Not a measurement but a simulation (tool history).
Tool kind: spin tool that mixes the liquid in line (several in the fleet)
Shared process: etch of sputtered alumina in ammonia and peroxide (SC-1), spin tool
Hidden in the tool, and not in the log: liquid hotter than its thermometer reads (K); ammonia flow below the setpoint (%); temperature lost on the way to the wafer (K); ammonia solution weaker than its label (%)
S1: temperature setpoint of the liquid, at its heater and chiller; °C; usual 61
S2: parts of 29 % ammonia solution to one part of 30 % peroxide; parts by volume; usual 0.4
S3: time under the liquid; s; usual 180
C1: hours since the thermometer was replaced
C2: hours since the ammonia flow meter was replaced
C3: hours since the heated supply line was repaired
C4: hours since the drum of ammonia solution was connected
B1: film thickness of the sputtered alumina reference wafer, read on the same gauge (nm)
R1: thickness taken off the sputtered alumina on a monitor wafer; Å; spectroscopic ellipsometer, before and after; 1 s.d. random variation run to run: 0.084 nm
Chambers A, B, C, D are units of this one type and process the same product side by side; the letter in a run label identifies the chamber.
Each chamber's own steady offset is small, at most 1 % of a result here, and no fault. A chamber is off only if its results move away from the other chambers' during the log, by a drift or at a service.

Run 1C, hour 4.1: usual settings; C1 643.4; C2 179.1; C3 2558.9; C4 223.5; B1 30.013. Result: R1 127.95 Å.
Run 2A, hour 10.2: usual settings; C1 1647.7; C2 473.3; C3 468.1; C4 119.9; B1 29.991. Result: R1 129.23 Å.
Run 3B, hour 14.9: usual settings; C1 1679.2; C2 849.3; C3 1574.5; C4 863.8; B1 29.983. Result: R1 129.8 Å.
Run 4D, hour 20.1: usual settings; C1 611.3; C2 507.1; C3 1678; C4 569.8; B1 29.989. Result: R1 128.28 Å.
Run 5B, hour 25.2: usual settings; C1 1689.5; C2 859.6; C3 1584.8; C4 874.1; B1 29.975. Result: R1 130.31 Å.
Run 6A, hour 31: usual settings; C1 1668.5; C2 494.1; C3 488.9; C4 140.7; B1 30.019. Result: R1 130.63 Å.
Run 7D, hour 34.2: usual settings but S1 69 °C, S3 260 s; C1 625.4; C2 521.2; C3 1692.1; C4 583.9; B1 30.034. Result: R1 276.83 Å.
Run 8C, hour 40.6: usual settings but S1 69 °C, S3 260 s; C1 679.9; C2 215.6; C3 2595.4; C4 260; B1 29.993. Result: R1 279.88 Å.
Run 9D, hour 44.2: usual settings but S1 69 °C, S3 260 s; C1 635.4; C2 531.2; C3 1702.1; C4 593.9; B1 30.003. Result: R1 274.61 Å.
Run 10A, hour 47.7: usual settings but S1 69 °C, S3 260 s; C1 1685.2; C2 510.8; C3 505.6; C4 157.4; B1 30.013. Result: R1 279.25 Å.
Run 11B, hour 52.9: usual settings; C1 1717.2; C2 887.3; C3 1612.5; C4 901.8; B1 29.978. Result: R1 129.78 Å.
Run 12C, hour 56.8: usual settings but S1 67 °C; C1 696.1; C2 231.8; C3 2611.6; C4 276.2; B1 29.988. Result: R1 174.73 Å.
Run 13A, hour 62.4: usual settings but S1 67 °C; C1 1699.9; C2 525.5; C3 520.3; C4 172.1; B1 29.99. Result: R1 174.25 Å.
Run 14B, hour 69.1: usual settings but S1 67 °C; C1 1733.4; C2 903.5; C3 1628.7; C4 918; B1 30.016. Result: R1 172.5 Å.
Run 15D, hour 72: usual settings but S1 67 °C; C1 663.2; C2 559; C3 1729.9; C4 621.7; B1 30.009. Result: R1 170 Å.
Run 16C, hour 75.9: usual settings; C1 715.2; C2 250.9; C3 2630.7; C4 295.3; B1 29.994. Result: R1 127.3 Å.
At hour 78.7: chamber A: ammonia flow meter replaced.
Run 17B, hour 79.9: usual settings but S1 56.5 °C, S2 0.35 parts by volume; C1 1744.2; C2 914.3; C3 1639.5; C4 928.8; B1 29.989. Result: R1 100.76 Å.
Run 18D, hour 86.6: usual settings but S1 56.5 °C, S2 0.35 parts by volume; C1 677.8; C2 573.6; C3 1744.5; C4 636.3; B1 30.008. Result: R1 101.09 Å.
Run 19A, hour 91.8: usual settings but S1 56.5 °C, S2 0.35 parts by volume; C1 1729.3; C2 13.2; C3 549.7; C4 201.5; B1 29.995. Result: R1 102.07 Å.
Run 20C, hour 94.7: usual settings but S1 56.5 °C, S2 0.35 parts by volume; C1 734; C2 269.7; C3 2649.5; C4 314.1; B1 29.974. Result: R1 98.355 Å.
Run 21B, hour 100.4: usual settings; C1 1764.7; C2 934.8; C3 1660; C4 949.3; B1 30.018. Result: R1 130.88 Å.
Run 22C, hour 106.1: usual settings; C1 745.4; C2 281.1; C3 2660.9; C4 325.5; B1 29.995. Result: R1 123.49 Å.
Run 23D, hour 111.9: usual settings; C1 703.1; C2 598.9; C3 1769.8; C4 661.6; B1 29.997. Result: R1 129.61 Å.
Run 24A, hour 116.3: usual settings but S1 56.5 °C, S3 125 s; C1 1753.8; C2 37.7; C3 574.2; C4 226; B1 29.977. Result: R1 71.581 Å.
Run 25C, hour 122.8: usual settings but S1 56.5 °C, S3 125 s; C1 762.1; C2 297.8; C3 2677.6; C4 342.2; B1 29.987. Result: R1 67.943 Å.
Run 26D, hour 128.1: usual settings but S1 56.5 °C, S3 125 s; C1 719.3; C2 615.1; C3 1786; C4 677.8; B1 29.973. Result: R1 71.523 Å.
Run 27A, hour 131.7: usual settings but S1 56.5 °C, S3 125 s; C1 1769.2; C2 53.1; C3 589.6; C4 241.4; B1 29.991. Result: R1 70.912 Å.
Run 28B, hour 135.1: usual settings but S2 0.5 parts by volume; C1 1799.4; C2 969.5; C3 1694.7; C4 984; B1 30.035. Result: R1 132.28 Å.
Run 29D, hour 138.2: usual settings but S2 0.5 parts by volume; C1 729.4; C2 625.2; C3 1796.1; C4 687.9; B1 29.985. Result: R1 129.87 Å.
Run 30C, hour 142.6: usual settings but S2 0.5 parts by volume; C1 781.9; C2 317.6; C3 2697.4; C4 362; B1 29.939. Result: R1 123.73 Å.
Run 31A, hour 146.3: usual settings but S2 0.5 parts by volume; C1 1783.8; C2 67.7; C3 604.2; C4 256; B1 30.002. Result: R1 133.91 Å.
Run 32B, hour 149.2: usual settings; C1 1813.5; C2 983.6; C3 1708.8; C4 998.1; B1 30.038. Result: R1 130.67 Å.
Run 33A, hour 155.5: usual settings; C1 1793; C2 76.9; C3 613.4; C4 265.2; B1 29.983. Result: R1 131.84 Å.

Is one chamber out of step, is the gauge drifting, or do the chambers differ by no more than their own small offsets? For an off chamber, give its letter and the likeliest cause.

One chamber, C, drifts off from the rest bit by bit.
Likeliest cause: temperature lost on the way to the wafer (K) = 1.54.
The log may not separate it from: liquid colder than its thermometer reads (K).

Which of the 4 candidates below, each the usual settings with something changed and its results left as question marks, puts chamber C back in line with what the other chambers give on the usual settings?
Maximum distance from the other chambers' mean on the usual settings for a result to count as in line: R1 3 Å
Run 34C-1, hour 160.4: usual settings but S1 64 °C. Result: R1 ?.
Run 34C-2, hour 160.4: usual settings but S3 155 s. Result: R1 ?.
Run 34C-3, hour 160.4: usual settings but S3 165 s. Result: R1 ?.
Run 34C-4, hour 160.4: usual settings but S1 61.5 °C, S3 190 s. Result: R1 ?.

What the other chambers average on the usual settings: R1 129.45 Å
  run      R1
34C-1  139.78
34C-2  103.13
34C-3  109.78
34C-4  129.77
34C-4 is the one that brings the chamber's results back in line with the other chambers.

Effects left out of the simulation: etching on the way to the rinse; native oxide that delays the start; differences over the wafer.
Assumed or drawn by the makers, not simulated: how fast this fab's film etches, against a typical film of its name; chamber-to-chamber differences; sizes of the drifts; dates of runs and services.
